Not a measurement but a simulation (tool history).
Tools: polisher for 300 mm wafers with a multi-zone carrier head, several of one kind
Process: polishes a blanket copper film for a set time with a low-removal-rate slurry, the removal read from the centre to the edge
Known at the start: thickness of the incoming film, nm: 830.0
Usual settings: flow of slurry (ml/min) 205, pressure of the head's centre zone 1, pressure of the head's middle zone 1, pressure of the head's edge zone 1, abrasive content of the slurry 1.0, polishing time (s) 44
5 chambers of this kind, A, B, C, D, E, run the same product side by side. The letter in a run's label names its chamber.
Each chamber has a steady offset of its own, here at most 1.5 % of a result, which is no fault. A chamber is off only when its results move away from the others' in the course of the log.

run,hour,flow of slurry (ml/min),pressure of the head's centre zone,pressure of the head's middle zone,pressure of the head's edge zone,abrasive content of the slurry,polishing time (s),film removed at the wafer's centre (Å),film removed at mid-radius (Å),film removed at the wafer's edge (Å)
# hour 1.0: chamber B: edge zone pressure recalibrated
1C,3.5,205,1,1,1,1.0,44,1261.6,1266.1,1274.8
2E,9.6,205,1,1,1,1.0,44,1262.2,1271.7,1243.5
# hour 11.4: chamber C: slurry nozzle cleaned
3D,13.6,205,1,1,1,1.0,44,1244.2,1296.2,1252.6
4B,17.5,205,1,1,1,1.0,44,1249.9,1234.3,1225.8
5A,21.7,205,1,1,1,1.0,44,1246.7,1259.8,1243.4
# hour 23.2: chamber A: worn pad replaced by a new one
6B,27.5,205,1,1,1,1.0,44,1232.9,1231.8,1243.8
7E,32.8,205,1,1,1,1.0,44,1221.8,1244.4,1251.2
8C,36.4,205,1,1,1,1.0,44,1239.5,1257.7,1249.5
9A,40.6,205,1,1,1,1.0,44,1268.9,1268.3,1253.9
10D,45.9,205,1,1,1,1.0,44,1225.6,1270.9,1249.1
# hour 50.9: chamber E: worn pad replaced by a new one
11A,52.8,205,1,1,1,1.0,44,1261.9,1218.2,1245.4
# hour 56.5: chamber B: worn pad replaced by a new one
12C,60.2,205,1,1,1,1.0,44,1245.3,1252.6,1259.5
13E,64.4,205,1,1,1,1.0,44,1241.4,1248.5,1248.9
14B,68.8,205,1,1,1,1.0,44,1283.0,1223.0,1246.2
15D,73.6,205,1,1,1,1.0,44,1232.3,1246.1,1218.1
# hour 77.1: chamber D: centre zone pressure recalibrated
16B,78.9,205,1,1,1,1.0,44,1241.4,1249.2,1242.2
# hour 82.9: chamber A: worn pad replaced by a new one
17A,85.7,205,1,1,1,1.0,44,1245.5,1253.6,1236.8
18C,91.5,205,1,1,1,1.0,44,1260.1,1263.4,1253.9
# hour 93.9: chamber C: centre zone pressure recalibrated
# hour 94.4: chamber D: worn pad replaced by a new one
# hour 94.8: chamber C: worn pad replaced by a new one
19D,96.6,205,1,1,1,1.0,44,1266.3,1275.1,1232.4
20E,100.2,205,1,1,1,1.0,44,1242.0,1246.6,1251.3
21E,104.2,205,1,1,1,1.0,44,1273.6,1271.7,1234.7
22D,111.3,205,1,1,1,1.0,44,1246.9,1293.5,1222.1
23C,114.8,205,1,1,1,1.0,44,1374.4,1267.2,1231.3
24A,121.3,205,1,1,1,1.0,44,1263.2,1224.3,1263.5
25B,126.7,205,1,1,1,1.0,44,1293.5,1253.6,1225.2
# hour 130.7: chamber E: worn pad replaced by a new one
26B,131.8,205,1,1,1,0.7,56,1490.0,1438.9,1467.9
# hour 137.4: chamber A: worn pad replaced by a new one
27A,138.9,205,1,1,1,0.7,56,1495.4,1459.1,1458.3
28E,142.2,205,1,1,1,0.7,56,1482.0,1491.9,1468.3
29C,148.5,205,1,1,1,0.7,56,1644.5,1488.8,1479.8
30D,155.6,205,1,1,1,0.7,56,1502.9,1542.6,1457.0

What goes on in this fleet: one chamber off, a drifting gauge, or nothing beyond the chambers' own small offsets? Name the chamber and the cause, if any.

A service left chamber C off against the others.
Cause: centre zone's pressure above its setpoint, % = 10.4.

Here are 4 candidates for chamber C's next run, each the usual settings with a change, their results left as question marks. Which one brings its results back in line with what the others give on the usual settings?
In line means no further than this from the other chambers' mean on the usual settings: film removed at the wafer's centre (Å) 58.0; film removed at mid-radius (Å) 61.0; film removed at the wafer's edge (Å) 41.0
31C-1,161.0,200,0.92,1.02,1.02,1.0,43,?,?,?
31C-2,161.0,210,1.08,0.98,0.98,1.0,45,?,?,?
31C-3,161.0,215,1.16,0.95,0.96,1.0,46,?,?,?
31C-4,161.0,195,0.85,1.05,1.04,1.0,43,?,?,?

The other chambers' mean on the usual settings: film removed at the wafer's centre (Å) 1253.3; film removed at mid-radius (Å) 1251.4; film removed at the wafer's edge (Å) 1242.1
run,film removed at the wafer's centre (Å),film removed at mid-radius (Å),film removed at the wafer's edge (Å)
31C-1,1247.0,1234.9,1220.5
31C-2,1566.5,1252.7,1258.1
31C-3,1735.8,1247.7,1276.1
31C-4,1138.0,1264.4,1229.2
31C-1 brings the chamber back in line.
